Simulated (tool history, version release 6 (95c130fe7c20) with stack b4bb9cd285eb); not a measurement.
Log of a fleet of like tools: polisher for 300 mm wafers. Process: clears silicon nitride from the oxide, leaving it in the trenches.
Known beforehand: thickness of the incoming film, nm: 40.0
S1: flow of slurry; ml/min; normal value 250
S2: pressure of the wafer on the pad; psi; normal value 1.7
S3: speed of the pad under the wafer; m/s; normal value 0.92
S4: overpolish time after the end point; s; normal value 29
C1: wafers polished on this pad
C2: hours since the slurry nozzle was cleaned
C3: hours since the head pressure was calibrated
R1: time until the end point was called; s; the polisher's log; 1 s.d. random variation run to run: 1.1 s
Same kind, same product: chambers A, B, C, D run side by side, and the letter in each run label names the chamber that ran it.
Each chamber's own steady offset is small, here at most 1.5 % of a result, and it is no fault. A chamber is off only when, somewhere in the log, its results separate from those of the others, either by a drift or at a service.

run	hour	S1	S2	S3	S4	C1	C2	C3	R1
1C	2.0	250	1.7	0.92	29	510	19.5	431.0	97.564
2B	5.5	250	1.7	0.92	29	466	198.3	574.0	96.243
3A	9.3	250	1.7	0.92	29	290	252.2	926.0	95.508
4D	11.2	250	1.7	0.92	29	218	134.8	274.6	94.572
5D	14.3	250	1.7	0.92	39	250	137.9	277.7	95.905
6B	17.3	250	1.7	0.92	39	589	210.1	585.8	95.415
7C	21.4	250	1.7	0.92	39	711	38.9	450.4	98.255
8A	25.3	250	1.7	0.92	39	456	268.2	942.0	92.981
9A	29.3	250	1.7	1.12	29	498	272.2	946.0	76.386
10B	31.9	250	1.7	1.12	29	740	224.7	600.4	79.708
# hour 33.1: chamber B: worn pad replaced by a new one
11D	33.7	250	1.7	1.12	29	451	157.3	297.1	79.132
# hour 35.9: chamber A: worn pad replaced by a new one
12C	37.5	250	1.7	1.12	29	878	55.0	466.5	80.956
13D	41.5	250	1.7	0.92	29	532	165.1	304.9	95.479
14C	44.7	250	1.7	0.92	29	952	62.2	473.7	98.189
15A	47.9	250	1.7	0.70	29	124	290.8	964.6	119.380
16B	49.7	250	1.7	0.70	29	172	242.5	618.2	123.380
17B	53.2	250	1.7	0.70	29	208	246.0	621.7	125.860
# hour 56.2: chamber C: worn pad replaced by a new one
18A	56.2	250	1.7	0.70	29	210	299.1	972.9	115.210
19D	58.7	250	1.7	0.92	29	710	182.3	322.1	95.490
20C	61.5	250	1.7	0.92	29	55	79.0	490.5	96.705
21A	63.9	250	1.7	0.92	29	290	306.8	980.6	88.798
22B	66.6	250	1.7	0.92	29	347	259.4	635.1	96.580
23C	70.7	250	1.7	0.92	29	151	88.2	499.7	98.797
24D	74.2	250	1.7	0.92	29	871	197.8	337.6	96.549
25B	77.1	285	1.7	0.92	29	456	269.9	645.6	93.861
26D	79.9	285	1.7	0.92	29	930	203.5	343.3	95.545

Has any chamber moved away from the others, gradually or after a service, or does the common gauge drift, or do the chambers differ only by their own small steady offsets? State the chamber and the most likely cause if one applies.

It is chamber A that slowly wanders off from its peers.
What lies behind it: head's pressure above its setpoint, % = 11.5.

Which of the 4 candidates below, each the usual settings with something changed and its results left as question marks, puts chamber A back in line with what the other chambers give on the usual settings?
In line here means within this much of the mean the other chambers give on the usual settings: R1 3.700 s
27A-1	82.9	245	1.7	0.78	29				?
27A-2	82.9	250	2.0	0.92	29				?
27A-3	82.9	255	1.9	0.92	29				?
27A-4	82.9	250	1.6	0.88	29				?

What the other chambers average on the usual settings: R1 96.410 s
run	R1
27A-1	102.560
27A-2	73.798
27A-3	77.469
27A-4	96.173
Change 27A-4 lands the chamber within the allowed miss of the other chambers.
